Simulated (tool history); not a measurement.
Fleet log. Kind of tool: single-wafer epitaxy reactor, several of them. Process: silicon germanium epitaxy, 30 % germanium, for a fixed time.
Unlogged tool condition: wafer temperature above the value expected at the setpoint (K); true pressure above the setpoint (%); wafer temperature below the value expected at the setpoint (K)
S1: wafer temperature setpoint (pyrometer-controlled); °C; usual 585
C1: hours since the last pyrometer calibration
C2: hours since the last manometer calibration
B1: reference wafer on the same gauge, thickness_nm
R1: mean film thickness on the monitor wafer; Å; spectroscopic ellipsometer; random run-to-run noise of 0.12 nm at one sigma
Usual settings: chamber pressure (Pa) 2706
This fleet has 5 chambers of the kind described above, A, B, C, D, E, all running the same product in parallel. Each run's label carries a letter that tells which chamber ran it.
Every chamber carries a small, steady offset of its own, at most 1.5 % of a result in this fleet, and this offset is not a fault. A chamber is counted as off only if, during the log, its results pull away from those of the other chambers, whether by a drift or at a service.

run 1A hour=5.0 | S1=585 chamber_pressure_(Pa)=2706 | C1=483.5 C2=662.7 | B1=51.607 | R1=450.72
run 2C hour=10.7 | S1=585 chamber_pressure_(Pa)=2706 | C1=2232.4 C2=280.9 | B1=51.592 | R1=449.91
run 3D hour=13.6 | S1=585 chamber_pressure_(Pa)=2706 | C1=1603.7 C2=846.2 | B1=51.619 | R1=441.62
run 4B hour=19.3 | S1=585 chamber_pressure_(Pa)=2706 | C1=1274.5 C2=624.0 | B1=51.597 | R1=448.76
run 5E hour=24.9 | S1=585 chamber_pressure_(Pa)=2706 | C1=121.0 C2=309.7 | B1=51.603 | R1=447.30
run 6B hour=28.5 | S1=585 chamber_pressure_(Pa)=2706 | C1=1283.7 C2=633.2 | B1=51.596 | R1=449.80
run 7A hour=34.0 | S1=585 chamber_pressure_(Pa)=2706 | C1=512.5 C2=691.7 | B1=51.576 | R1=451.45
run 8D hour=39.0 | S1=585 chamber_pressure_(Pa)=2706 | C1=1629.1 C2=871.6 | B1=51.579 | R1=442.01
run 9C hour=43.1 | S1=585 chamber_pressure_(Pa)=2706 | C1=2264.8 C2=313.3 | B1=51.581 | R1=450.59
run 10E hour=47.2 | S1=585 chamber_pressure_(Pa)=2706 | C1=143.3 C2=332.0 | B1=51.594 | R1=449.13
-- hour=49.2 chamber C: pyrometer calibrated
run 11C hour=50.7 | S1=585 chamber_pressure_(Pa)=2706 | C1=1.5 C2=320.9 | B1=51.583 | R1=449.39
run 12B hour=54.3 | S1=585 chamber_pressure_(Pa)=2706 | C1=1309.5 C2=659.0 | B1=51.646 | R1=450.97
run 13A hour=58.1 | S1=585 chamber_pressure_(Pa)=2706 | C1=536.6 C2=715.8 | B1=51.607 | R1=449.86
run 14E hour=63.5 | S1=585 chamber_pressure_(Pa)=2706 | C1=159.6 C2=348.3 | B1=51.611 | R1=448.12
run 15D hour=66.3 | S1=585 chamber_pressure_(Pa)=2706 | C1=1656.4 C2=898.9 | B1=51.629 | R1=442.35
run 16E hour=69.1 | S1=593 chamber_pressure_(Pa)=2173 | C1=165.2 C2=353.9 | B1=51.617 | R1=477.11
run 17B hour=73.9 | S1=593 chamber_pressure_(Pa)=2173 | C1=1329.1 C2=678.6 | B1=51.606 | R1=483.83
run 18C hour=76.8 | S1=593 chamber_pressure_(Pa)=2173 | C1=27.6 C2=347.0 | B1=51.603 | R1=480.98
run 19D hour=81.6 | S1=593 chamber_pressure_(Pa)=2173 | C1=1671.7 C2=914.2 | B1=51.593 | R1=471.28
run 20A hour=85.3 | S1=593 chamber_pressure_(Pa)=2173 | C1=563.8 C2=743.0 | B1=51.593 | R1=480.91
run 21B hour=88.1 | S1=585 chamber_pressure_(Pa)=2706 | C1=1343.3 C2=692.8 | B1=51.630 | R1=457.57
run 22A hour=93.8 | S1=585 chamber_pressure_(Pa)=2706 | C1=572.3 C2=751.5 | B1=51.608 | R1=450.54
run 23E hour=98.9 | S1=585 chamber_pressure_(Pa)=2706 | C1=195.0 C2=383.7 | B1=51.655 | R1=447.50
run 24C hour=102.8 | S1=585 chamber_pressure_(Pa)=2706 | C1=53.6 C2=373.0 | B1=51.575 | R1=448.29
run 25D hour=105.4 | S1=585 chamber_pressure_(Pa)=2706 | C1=1695.5 C2=938.0 | B1=51.593 | R1=440.44
run 26E hour=108.1 | S1=585 chamber_pressure_(Pa)=2706 | C1=204.2 C2=392.9 | B1=51.605 | R1=447.03
run 27D hour=111.1 | S1=574 chamber_pressure_(Pa)=2453 | C1=1701.2 C2=943.7 | B1=51.597 | R1=343.28
run 28C hour=116.7 | S1=574 chamber_pressure_(Pa)=2453 | C1=67.5 C2=386.9 | B1=51.615 | R1=347.59
run 29B hour=121.2 | S1=574 chamber_pressure_(Pa)=2453 | C1=1376.4 C2=725.9 | B1=51.605 | R1=361.19
run 30A hour=125.4 | S1=574 chamber_pressure_(Pa)=2453 | C1=603.9 C2=783.1 | B1=51.596 | R1=351.45
run 31D hour=128.7 | S1=574 chamber_pressure_(Pa)=2453 | C1=1718.8 C2=961.3 | B1=51.577 | R1=342.74
run 32B hour=134.4 | S1=585 chamber_pressure_(Pa)=2706 | C1=1389.6 C2=739.1 | B1=51.613 | R1=464.61
run 33C hour=139.1 | S1=585 chamber_pressure_(Pa)=2706 | C1=89.9 C2=409.3 | B1=51.558 | R1=449.08
run 34A hour=144.6 | S1=585 chamber_pressure_(Pa)=2706 | C1=623.1 C2=802.3 | B1=51.570 | R1=451.18
run 35E hour=147.5 | S1=585 chamber_pressure_(Pa)=2706 | C1=243.6 C2=432.3 | B1=51.544 | R1=446.97
run 36C hour=151.0 | S1=585 chamber_pressure_(Pa)=2706 | C1=101.8 C2=421.2 | B1=51.572 | R1=448.17

All chambers now run identical settings, listed one chamber a line with results as question marks. What results will each chamber show?
run 37A hour=155.2 | S1=585 chamber_pressure_(Pa)=2293 | R1=?
run 37B hour=155.2 | S1=585 chamber_pressure_(Pa)=2293 | R1=?
run 37C hour=155.2 | S1=585 chamber_pressure_(Pa)=2293 | R1=?
run 37D hour=155.2 | S1=585 chamber_pressure_(Pa)=2293 | R1=?
run 37E hour=155.2 | S1=585 chamber_pressure_(Pa)=2293 | R1=?

run=37A R1=422.08
run=37B R1=438.32
run=37C R1=419.15
run=37D R1=413.37
run=37E R1=422.08
